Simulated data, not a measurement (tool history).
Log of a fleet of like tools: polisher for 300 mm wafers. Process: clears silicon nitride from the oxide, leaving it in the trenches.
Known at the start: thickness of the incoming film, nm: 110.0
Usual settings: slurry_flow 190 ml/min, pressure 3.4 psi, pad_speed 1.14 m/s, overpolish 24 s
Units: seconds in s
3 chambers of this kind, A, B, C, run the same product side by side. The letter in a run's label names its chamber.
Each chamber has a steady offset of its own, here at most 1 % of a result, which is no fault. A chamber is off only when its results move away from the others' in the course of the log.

Run 1A, hour 9.1: usual settings. Result: seconds 86.930 s.
At hour 16.7: chamber C: slurry nozzle cleaned.
Run 2B, hour 21.0: usual settings. Result: seconds 83.537 s.
At hour 29.8: chamber A: worn pad replaced by a new one.
Run 3C, hour 30.1: usual settings. Result: seconds 88.998 s.
Run 4B, hour 36.9: usual settings. Result: seconds 83.919 s.
Run 5C, hour 44.5: usual settings. Result: seconds 84.777 s.
Run 6A, hour 56.7: usual settings. Result: seconds 84.507 s.
At hour 61.5: chamber B: worn pad replaced by a new one.
Run 7C, hour 66.7: usual settings. Result: seconds 88.954 s.
At hour 71.7: chamber C: worn pad replaced by a new one.
Run 8B, hour 77.0: usual settings. Result: seconds 87.042 s.
Run 9A, hour 85.6: usual settings but pad_speed 1.00 m/s, overpolish 34 s. Result: seconds 97.683 s.
Run 10C, hour 95.7: usual settings but pad_speed 1.00 m/s, overpolish 34 s. Result: seconds 97.534 s.
Run 11B, hour 108.6: usual settings but pad_speed 1.00 m/s, overpolish 34 s. Result: seconds 98.177 s.
Run 12A, hour 121.0: usual settings. Result: seconds 83.523 s.
Run 13B, hour 130.5: usual settings. Result: seconds 83.021 s.
At hour 131.0: chamber B: worn pad replaced by a new one.
Run 14A, hour 143.0: usual settings but slurry_flow 125 ml/min. Result: seconds 93.753 s.
Run 15C, hour 155.2: usual settings but slurry_flow 125 ml/min. Result: seconds 90.417 s.
At hour 156.2: chamber C: head pressure recalibrated.
Run 16A, hour 163.2: usual settings but slurry_flow 125 ml/min. Result: seconds 92.629 s.
Run 17B, hour 173.3: usual settings but pressure 4.1 psi. Result: seconds 70.405 s.
Run 18C, hour 181.2: usual settings but pressure 4.1 psi. Result: seconds 77.451 s.
At hour 192.1: chamber C: worn pad replaced by a new one.
At hour 195.4: chamber A: worn pad replaced by a new one.
Run 19C, hour 195.4: usual settings but pressure 4.1 psi. Result: seconds 76.392 s.
Run 20A, hour 208.0: usual settings. Result: seconds 83.698 s.
At hour 213.6: chamber B: worn pad replaced by a new one.
Run 21B, hour 220.1: usual settings. Result: seconds 85.192 s.
Run 22B, hour 232.3: usual settings. Result: seconds 84.640 s.
Run 23C, hour 238.8: usual settings. Result: seconds 91.504 s.
Run 24A, hour 245.5: usual settings. Result: seconds 84.230 s.
Run 25A, hour 256.1: usual settings but pressure 2.8 psi. Result: seconds 105.540 s.
Run 26C, hour 266.0: usual settings but pressure 2.8 psi. Result: seconds 112.450 s.

Next, every chamber runs the same settings. What will each give?
Run 27A, hour 276.3: usual settings but overpolish 12 s. Result: seconds ?.
Run 27B, hour 276.3: usual settings but overpolish 12 s. Result: seconds ?.
Run 27C, hour 276.3: usual settings but overpolish 12 s. Result: seconds ?.

run  seconds
27A   85.669
27B   85.287
27C   93.484

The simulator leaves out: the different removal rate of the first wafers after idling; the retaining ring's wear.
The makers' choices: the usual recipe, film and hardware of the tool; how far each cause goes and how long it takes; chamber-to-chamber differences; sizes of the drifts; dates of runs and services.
